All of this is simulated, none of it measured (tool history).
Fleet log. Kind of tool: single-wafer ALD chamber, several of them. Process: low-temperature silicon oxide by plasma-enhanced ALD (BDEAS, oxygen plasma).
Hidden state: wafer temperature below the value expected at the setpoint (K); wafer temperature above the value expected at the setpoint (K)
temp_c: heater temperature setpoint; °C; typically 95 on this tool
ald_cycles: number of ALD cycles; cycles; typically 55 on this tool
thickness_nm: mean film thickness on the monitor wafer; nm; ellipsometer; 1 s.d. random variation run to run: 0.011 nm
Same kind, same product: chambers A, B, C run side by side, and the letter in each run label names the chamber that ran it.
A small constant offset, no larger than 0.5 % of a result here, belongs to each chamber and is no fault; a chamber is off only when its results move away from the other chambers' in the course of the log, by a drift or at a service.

run   hour  temp_c  ald_cycles  hours since the last thermocouple change  read-back reference wafer on the same gauge, thickness_nm  thickness_nm
 1B    8.3      95          55                                     517.3                                                     7.0134        7.9902
 2C   14.9      95          55                                      43.0                                                     7.0102        7.9770
 3A   27.1      95          55                                    1522.6                                                     7.0138        8.0458
 4B   36.7      95          55                                     545.7                                                     7.0144        8.0044
 5A   45.5      95          55                                    1541.0                                                     7.0134        8.0625
 6C   55.9      95          55                                      84.0                                                     7.0169        7.9588
 7A   62.9      81          61                                    1558.4                                                     7.0185        9.3466
 8B   76.1      81          61                                     585.1                                                     7.0196        9.3421
 9C   87.1      81          61                                     115.2                                                     7.0187        9.3073
10A   96.1      95          55                                    1591.6                                                     7.0192        8.0377
11C  103.5      95          55                                     131.6                                                     7.0233        7.9803
12B  112.7      95          55                                     621.7                                                     7.0211        8.0047
13A  121.6      95          55                                    1617.1                                                     7.0272        8.0515
14B  127.6      95          55                                     636.6                                                     7.0240        8.0240
15C  139.3      95          55                                     167.4                                                     7.0250        7.9823
16C  151.2      95          55                                     179.3                                                     7.0265        7.9854
17B  162.4      95          55                                     671.4                                                     7.0324        8.0264
18A  170.5      95          55                                    1666.0                                                     7.0336        8.0299
19B  178.9      95          55                                     687.9                                                     7.0319        8.0217
20C  188.1      95          55                                     216.2                                                     7.0318        7.9795
21A  198.5      95          55                                    1694.0                                                     7.0316        8.0501
22B  206.6      95          55                                     715.6                                                     7.0318        8.0336
23C  218.4      95          55                                     246.5                                                     7.0366        8.0072
24A  230.3      95          55                                    1725.8                                                     7.0350        8.0709
25B  237.5      95          55                                     746.5                                                     7.0374        8.0302
26A  245.4      95          55                                    1740.9                                                     7.0383        8.0565
27C  254.2      95          55                                     282.3                                                     7.0391        7.9985
28B  260.8      95          55                                     769.8                                                     7.0423        8.0288
29C  266.7      95          55                                     294.8                                                     7.0433        8.0138
30A  279.6      95          55                                    1775.1                                                     7.0413        8.0730
31A  289.5      95          55                                    1785.0                                                     7.0421        8.0827
32B  296.9     100          45                                     805.9                                                     7.0465        6.4603
33C  309.1     100          45                                     337.2                                                     7.0478        6.4323
34B  315.0     100          45                                     824.0                                                     7.0455        6.4598
35A  323.3      95          55                                    1818.8                                                     7.0476        8.0757
36C  332.5      95          55                                     360.6                                                     7.0457        8.0319
37A  342.1     105          65                                    1837.6                                                     7.0509        9.2883

All 3 chambers run these settings next. Forecast each chamber's results:
38A  351.6     106          55                                                                                                                  ?
38B  351.6     106          55                                                                                                                  ?
38C  351.6     106          55                                                                                                                  ?

run  thickness_nm
38A        7.8331
38B        7.8248
38C        7.8115
